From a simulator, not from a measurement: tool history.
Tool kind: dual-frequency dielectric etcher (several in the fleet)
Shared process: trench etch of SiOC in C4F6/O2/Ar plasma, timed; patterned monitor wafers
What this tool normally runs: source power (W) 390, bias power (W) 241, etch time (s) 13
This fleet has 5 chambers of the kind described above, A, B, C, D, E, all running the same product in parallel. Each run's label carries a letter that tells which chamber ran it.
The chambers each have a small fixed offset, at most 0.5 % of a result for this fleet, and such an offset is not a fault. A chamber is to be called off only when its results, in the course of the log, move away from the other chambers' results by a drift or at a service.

run	hour	source power (W)	bias power (W)	etch time (s)	read-back reference wafer on the same gauge, depth_nm	mean etch depth across the wafer (angstrom)
# hour 8.1: chamber A: wet clean of the chamber
1C	8.7	390	241	13	31.103	295.75
2B	20.7	390	241	13	31.088	295.31
3D	27.8	390	241	13	31.076	294.42
4A	40.9	390	241	13	31.094	294.15
5E	52.2	390	241	13	31.097	295.76
6E	60.4	390	241	13	31.085	293.66
7A	69.6	480	207	13	31.096	303.04
8B	83.2	480	207	13	31.082	301.41
# hour 83.5: chamber D: source power generator calibrated
9C	91.3	480	207	13	31.087	302.66
10D	99.4	480	207	13	31.097	302.53
11D	106.6	480	207	13	31.086	303.2
12E	117.2	390	241	13	31.079	294.49
13B	127.8	390	241	13	31.099	290.74
14A	133.9	390	241	13	31.096	293.89
15C	144.5	390	241	13	31.09	295.7
16E	150.7	390	241	13	31.122	295.36
17D	156.9	390	241	13	31.098	294.35
18C	165.5	430	241	13	31.1	307.5
19A	174.9	430	241	13	31.094	305.02
20B	181.9	430	241	13	31.1	298.88
21A	189	430	241	13	31.118	303.49
22B	199.1	430	241	13	31.098	300.46
# hour 201.4: chamber C: wet clean of the chamber
23D	207	390	241	13	31.105	293.5
24C	219.9	390	241	13	31.088	295.91
25E	227.4	390	241	13	31.093	294.29
26C	234.7	390	241	13	31.094	296.42
27E	244.8	390	241	15.5	31.079	351.62
# hour 252.8: chamber D: bias power generator calibrated
28D	258.2	390	241	15.5	31.089	350.07
29B	270.5	390	241	15.5	31.109	340.98
30A	276.7	390	241	15.5	31.075	350.47
31E	285.9	390	241	15.5	31.117	351.87
32C	295.5	390	241	13	31.1	297.19

Is one chamber off against the others, does the gauge drift, or is nothing wrong? If a chamber is off, say which, and what the likeliest cause is.

It is chamber B that slowly wanders off from its peers.
What lies behind it: etch rate under this chamber's usual, % = 3.05.

Chamber B could run next with any of the 4 candidate recipes listed below; each alters the usual settings, and their results appear as question marks. Which one brings its results back in line with what the other chambers deliver on the usual settings?
Maximum distance from the other chambers' mean on the usual settings for a result to count as in line: mean etch depth across the wafer (angstrom) 3.6
33B-1	305.4	380	238	12.5		?
33B-2	305.4	410	251	13		?
33B-3	305.4	450	241	13		?
33B-4	305.4	370	231	13		?

Average result of the remaining chambers running the usual settings: mean etch depth across the wafer (angstrom) 294.38
run	mean etch depth across the wafer (angstrom)
33B-1	269.83
33B-2	294.05
33B-3	300.53
33B-4	275.03
The answer is 33B-2, which returns the chamber to within the allowed miss of the others.
